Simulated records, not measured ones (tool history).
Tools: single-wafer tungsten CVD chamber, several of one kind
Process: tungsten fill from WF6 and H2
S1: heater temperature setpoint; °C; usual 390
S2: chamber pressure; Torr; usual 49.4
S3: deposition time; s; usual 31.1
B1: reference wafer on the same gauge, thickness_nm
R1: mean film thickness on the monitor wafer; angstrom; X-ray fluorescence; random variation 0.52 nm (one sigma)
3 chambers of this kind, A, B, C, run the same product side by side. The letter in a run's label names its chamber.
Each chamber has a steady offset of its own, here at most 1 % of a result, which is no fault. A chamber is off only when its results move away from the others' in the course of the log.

run	hour	S1	S2	S3	B1	R1
1C	5.0	390	49.4	31.1	96.380	927.42
2B	12.4	390	49.4	31.1	96.284	932.18
3A	17.8	390	49.4	31.1	96.337	953.92
4C	25.6	390	49.4	31.1	96.230	936.19
5A	30.1	390	49.4	31.1	96.275	940.64
6B	36.0	390	49.4	31.1	96.295	938.20
7B	44.2	390	49.4	31.1	96.132	933.13
8A	50.7	390	49.4	31.1	96.294	947.50
9C	56.3	398	57.6	31.1	96.163	1156.30
10B	61.9	398	57.6	31.1	96.308	1178.00
11C	67.9	398	57.6	31.1	96.354	1173.70
12A	71.9	390	49.4	31.1	96.392	938.32
13A	76.2	390	49.4	31.1	96.293	952.46
14B	82.7	390	49.4	31.1	96.282	938.48
15C	89.8	390	49.4	31.1	96.360	937.23
16B	97.9	390	49.4	31.1	96.192	939.40
17A	102.8	390	49.4	31.1	96.474	946.48
18C	108.0	390	49.4	31.1	96.293	923.64
19B	112.2	390	49.4	31.1	96.413	944.14
20C	116.9	390	49.4	31.1	96.323	933.64
21A	124.7	390	49.4	31.1	96.167	941.60
22B	130.4	385	49.4	31.1	96.191	850.39
23A	138.3	385	49.4	31.1	96.186	855.48
24C	142.6	385	49.4	31.1	96.327	840.76
25A	149.0	390	49.4	31.1	96.176	946.56
26B	157.0	390	49.4	31.1	96.402	939.76
27C	162.1	390	49.4	31.1	96.193	938.59
28C	170.3	390	49.4	31.1	96.369	934.08
29A	175.1	390	49.4	31.1	96.294	938.25
30B	180.3	390	49.4	31.1	96.452	937.17
31B	185.5	390	49.4	31.1	96.183	936.22
32A	189.9	390	49.4	31.1	96.436	945.95
33C	195.5	390	49.4	31.1	96.260	937.54
34A	201.5	390	49.4	31.1	96.230	942.64
35B	206.9	390	49.4	31.1	96.290	938.33
36C	211.7	390	49.4	31.1	96.207	923.64
37C	215.7	390	49.4	31.1	96.371	945.22
38A	222.4	390	49.4	31.1	96.290	953.31

All 3 chambers run these settings next. Forecast each chamber's results:
39A	228.8	390	49.4	31.1		?
39B	228.8	390	49.4	31.1		?
39C	228.8	390	49.4	31.1		?

run	R1
39A	946.89
39B	937.73
39C	936.70

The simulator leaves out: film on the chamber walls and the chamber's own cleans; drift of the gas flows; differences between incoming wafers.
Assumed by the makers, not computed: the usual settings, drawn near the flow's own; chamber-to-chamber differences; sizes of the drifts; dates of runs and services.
